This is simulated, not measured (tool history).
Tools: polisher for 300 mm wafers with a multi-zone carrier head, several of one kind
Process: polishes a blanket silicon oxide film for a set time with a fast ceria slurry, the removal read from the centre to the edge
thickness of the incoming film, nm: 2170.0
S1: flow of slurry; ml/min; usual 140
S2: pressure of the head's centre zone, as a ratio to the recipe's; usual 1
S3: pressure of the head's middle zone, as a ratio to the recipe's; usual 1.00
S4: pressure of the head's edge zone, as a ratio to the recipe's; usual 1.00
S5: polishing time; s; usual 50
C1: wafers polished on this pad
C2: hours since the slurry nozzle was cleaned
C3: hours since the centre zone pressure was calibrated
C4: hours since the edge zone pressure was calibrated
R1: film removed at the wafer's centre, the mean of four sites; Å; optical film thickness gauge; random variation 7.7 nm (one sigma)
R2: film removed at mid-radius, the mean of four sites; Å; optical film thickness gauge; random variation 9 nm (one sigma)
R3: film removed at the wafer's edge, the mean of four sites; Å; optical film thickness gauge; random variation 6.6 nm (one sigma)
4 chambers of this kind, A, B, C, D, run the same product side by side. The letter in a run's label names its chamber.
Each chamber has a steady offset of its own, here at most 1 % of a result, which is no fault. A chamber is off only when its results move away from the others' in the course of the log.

run,hour,S1,S2,S3,S4,S5,C1,C2,C3,C4,R1,R2,R3
# hour 0.1: chamber C: centre zone pressure recalibrated
1B,13.9,140,1,1.00,1.00,50,465,465.5,430.1,504.9,5906.0,6112.2,6164.6
2A,24.6,140,1,1.00,1.00,50,368,237.9,360.0,871.6,5888.8,6141.5,6116.3
3D,33.6,140,1,1.00,1.00,50,527,185.7,104.2,574.2,6167.5,5997.7,6155.3
# hour 42.8: chamber D: worn pad replaced by a new one
4C,43.2,140,1,1.00,1.00,50,645,337.3,43.1,927.0,6189.2,6039.7,6033.6
5C,50.3,140,1,1.00,1.00,50,705,344.4,50.2,934.1,6090.0,6272.2,5936.6
6A,62.4,140,1,0.89,1.00,50,683,275.7,397.8,909.4,6167.5,5468.9,6130.5
# hour 67.2: chamber C: worn pad replaced by a new one
# hour 70.3: chamber D: slurry nozzle cleaned
# hour 70.5: chamber B: worn pad replaced by a new one
7D,73.1,140,1,0.89,1.00,50,253,2.9,143.7,613.7,6146.0,5640.8,6032.2
8B,83.8,140,1,0.89,1.00,50,110,535.4,500.0,574.8,6032.5,5448.1,6052.9
9A,90.2,140,1,0.89,1.00,50,915,303.5,425.6,937.2,6050.2,5237.6,5984.1
10D,100.6,140,1,1.00,1.00,50,482,30.4,171.2,641.2,6119.8,6068.6,6027.5
# hour 101.2: chamber D: worn pad replaced by a new one
11C,110.1,140,1,1.00,1.00,50,358,404.2,110.0,993.9,6038.3,6058.5,6150.7
12B,121.5,140,1,1.00,1.00,50,425,573.1,537.7,612.5,6106.2,6171.9,6130.9
# hour 122.1: chamber A: worn pad replaced by a new one
# hour 126.4: chamber A: edge zone pressure recalibrated
# hour 127.4: chamber C: edge zone pressure recalibrated
13A,134.0,140,1,1.00,1.00,50,99,347.3,469.4,7.7,5855.0,5803.0,5981.3
14B,148.2,140,1,1.00,1.00,50,647,599.8,564.4,639.2,6034.9,6061.9,6192.7
15C,154.8,140,1,0.93,1.05,50,730,448.9,154.7,27.5,5989.4,5783.1,6241.1
16D,161.8,140,1,0.93,1.05,50,505,91.6,232.4,702.4,6079.8,5705.5,6185.8
# hour 163.5: chamber B: centre zone pressure recalibrated
# hour 169.9: chamber D: worn pad replaced by a new one
17D,172.7,140,1,0.93,1.05,50,23,102.5,243.3,713.3,6093.4,5612.6,6226.4
18A,182.7,140,1,0.93,1.05,50,505,396.0,518.1,56.4,5557.1,5301.6,5928.9
# hour 184.6: chamber B: worn pad replaced by a new one
# hour 186.6: chamber C: worn pad replaced by a new one
19C,195.3,140,1,1.00,1.00,50,72,489.4,195.2,68.0,5863.1,6136.4,6099.3
20B,209.6,140,1,1.00,1.00,50,208,661.2,46.1,700.6,6028.5,5909.7,6105.5
21B,221.7,140,1,1.00,1.00,50,309,673.3,58.2,712.7,6115.9,5950.1,6135.5
# hour 226.5: chamber D: worn pad replaced by a new one
22D,234.5,140,1,1.00,1.00,50,67,164.3,305.1,775.1,6110.4,6046.9,6113.0
# hour 236.4: chamber A: worn pad replaced by a new one
23C,247.3,140,1,1.00,1.00,50,505,541.4,247.2,120.0,5938.9,5990.9,6039.9
24A,258.2,100,1,1.00,1.00,41,181,471.5,593.6,131.9,3744.1,3978.6,4350.7
25D,270.5,100,1,1.00,1.00,41,367,200.3,341.1,811.1,4601.1,4667.3,4765.5

Next, every chamber runs the same settings. What will each give?
26A,280.9,140,1,1.00,1.00,39,,,,,?,?,?
26B,280.9,140,1,1.00,1.00,39,,,,,?,?,?
26C,280.9,140,1,1.00,1.00,39,,,,,?,?,?
26D,280.9,140,1,1.00,1.00,39,,,,,?,?,?

run,R1,R2,R3
26A,4035.1,4133.6,4255.6
26B,4747.7,4765.2,4751.7
26C,4654.0,4672.3,4757.4
26D,4892.4,4797.2,4665.3
